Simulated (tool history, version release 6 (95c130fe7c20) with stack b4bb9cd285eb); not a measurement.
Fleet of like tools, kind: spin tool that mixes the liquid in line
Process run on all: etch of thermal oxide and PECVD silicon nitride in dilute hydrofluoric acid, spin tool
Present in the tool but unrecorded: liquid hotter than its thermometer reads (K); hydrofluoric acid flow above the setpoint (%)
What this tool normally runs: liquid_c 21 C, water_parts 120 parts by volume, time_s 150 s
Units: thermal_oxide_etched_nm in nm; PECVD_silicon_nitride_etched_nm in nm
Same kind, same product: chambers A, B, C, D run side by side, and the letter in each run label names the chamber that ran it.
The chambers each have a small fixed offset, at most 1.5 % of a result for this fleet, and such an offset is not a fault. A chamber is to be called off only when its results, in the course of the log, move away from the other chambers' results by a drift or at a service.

run   hour  liquid_c  water_parts  time_s  hours since the thermometer was replaced  hours since the hydrofluoric acid flow meter was replaced  read-back film thickness of the thermal oxide reference wafer, read on the same gauge (nm)  read-back film thickness of the PECVD silicon nitride reference wafer, read on the same gauge (nm)  thermal_oxide_etched_nm  PECVD_silicon_nitride_etched_nm
 1A   12.6        21          120     150                                      78.3                                                      208.9                                                                                      110.05                                                                                              99.981                   5.1085                           2.0965
 2C   20.8        21          120     150                                    2402.8                                                       64.3                                                                                      110.03                                                                                              99.989                   5.1251                           2.0225
 3D   35.6        21          120     150                                       282                                                       1179                                                                                         110                                                                                              100.03                   5.1738                           2.0855
 4B   46.5        21          120     150                                    1293.4                                                      858.2                                                                                      109.99                                                                                              100.01                   5.1596                            2.088
 5C   54.3        21          120     150                                    2436.3                                                       97.8                                                                                         110                                                                                              100.01                   5.2686                            2.012
 6B   69.8        23          120     195                                    1316.7                                                      881.5                                                                                      109.98                                                                                              100.01                   7.2462                           3.0667
 7A   85.8        23          120     195                                     151.5                                                      282.1                                                                                         110                                                                                              99.985                   7.3046                           3.1137
 8D   97.8        23          120     195                                     344.2                                                     1241.2                                                                                      109.93                                                                                              100.02                   7.3224                           3.1239
 9B  107.3        23          120     195                                    1354.2                                                        919                                                                                      110.04                                                                                              100.01                     7.28                           3.0193
10D  120.3        21          120     150                                     366.7                                                     1263.7                                                                                         110                                                                                                 100                   5.1419                           2.0726
11C  131.9        21          120     150                                    2513.9                                                      175.4                                                                                      109.99                                                                                                 100                   5.0789                           2.0713
12A  144.8        21          120     150                                     210.5                                                      341.1                                                                                      110.01                                                                                                 100                   5.1899                           2.0843
13C  153.6        21          175     150                                    2535.6                                                      197.1                                                                                      109.98                                                                                              99.982                    3.335                           1.4421
14B    167        21          175     150                                    1413.9                                                      978.7                                                                                      109.99                                                                                              99.981                    3.301                           1.4101
15D  180.2        21          175     150                                     426.6                                                     1323.6                                                                                      110.04                                                                                              99.991                   3.3606                           1.4307
16A  187.7        21          175     150                                     253.4                                                        384                                                                                      109.99                                                                                              100.01                   3.3878                           1.4604
17B  201.5        21          120     150                                    1448.4                                                     1013.2                                                                                      110.03                                                                                               99.96                   5.1339                            2.058
18A  212.6        21          120     150                                     278.3                                                      408.9                                                                                      110.02                                                                                              100.02                   5.2923                           2.1458
19C  223.3        21          120     150                                    2605.3                                                      266.8                                                                                      109.99                                                                                              99.969                   5.1157                           2.0577
20D  232.9        21          120     150                                     479.3                                                     1376.3                                                                                      110.03                                                                                              100.01                   5.1687                           2.0368
21A  243.3        21          120     150                                       309                                                      439.6                                                                                      109.98                                                                                              99.972                   5.3857                           2.0823
22C  253.7        21          120     150                                    2635.7                                                      297.2                                                                                      109.98                                                                                              100.01                   5.1157                           2.0608
23D  266.9        21          120     150                                     513.3                                                     1410.3                                                                                      109.98                                                                                              100.02                   5.1834                           2.0706
24B    283      25.5          120     150                                    1529.9                                                     1094.7                                                                                      110.05                                                                                              99.991                    6.015                           2.8001
25B    299      25.5          120     150                                    1545.9                                                     1110.7                                                                                      110.03                                                                                              99.992                    6.209                           2.7194
26D  313.3      25.5          120     150                                     559.7                                                     1456.7                                                                                      110.02                                                                                              100.01                   6.1342                           2.8181
27A  329.6      25.5          120     150                                     395.3                                                      525.9                                                                                         110                                                                                              100.01                   6.5943                           2.9328
28C  339.1        21          120     150                                    2721.1                                                      382.6                                                                                      109.95                                                                                              100.02                   5.2348                           2.1262
29D  350.2        21          120     150                                     596.6                                                     1493.6                                                                                      109.97                                                                                              100.01                   5.1568                           2.0832
30C  359.4        21          120     150                                    2741.4                                                      402.9                                                                                      109.97                                                                                              99.976                   5.1499                           2.0204
31B  367.4        21          120     180                                    1614.3                                                     1179.1                                                                                      110.03                                                                                              100.01                    6.219                           2.5496
32A  383.6        21          120     180                                     449.3                                                      579.9                                                                                      110.03                                                                                              99.977                   6.6361                           2.6165
     394.2  -- chamber C: thermometer replaced
33A  395.5        21          120     180                                     461.2                                                      591.8                                                                                      110.03                                                                                              99.989                   6.5687                           2.6189
34B  411.9        21          120     180                                    1658.8                                                     1223.6                                                                                      109.98                                                                                                 100                   6.1406                           2.4875
     413.4  -- chamber D: thermometer replaced
35D  422.9        21          120     150                                       9.6                                                     1566.3                                                                                      110.05                                                                                              100.03                    5.147                           2.0525
36C  433.3        21          120     150                                      39.1                                                      476.8                                                                                      110.05                                                                                              100.01                   5.1069                           2.0363
37B  448.1        21          120     150                                      1695                                                     1259.8                                                                                      109.99                                                                                              100.01                   5.1852                           2.0249

For the next run the whole fleet of 4 chambers uses the same settings. Give each chamber's results:
38A  460.1        21          120     150                                                                                                                                                                                                                                                                                                                             ?                                ?
38B  460.1        21          120     150                                                                                                                                                                                                                                                                                                                             ?                                ?
38C  460.1        21          120     150                                                                                                                                                                                                                                                                                                                             ?                                ?
38D  460.1        21          120     150                                                                                                                                                                                                                                                                                                                             ?                                ?

run  thermal_oxide_etched_nm  PECVD_silicon_nitride_etched_nm
38A                   5.5264                           2.2262
38B                   5.1126                           2.0453
38C                   5.0625                           2.1018
38D                   5.1308                           2.0443
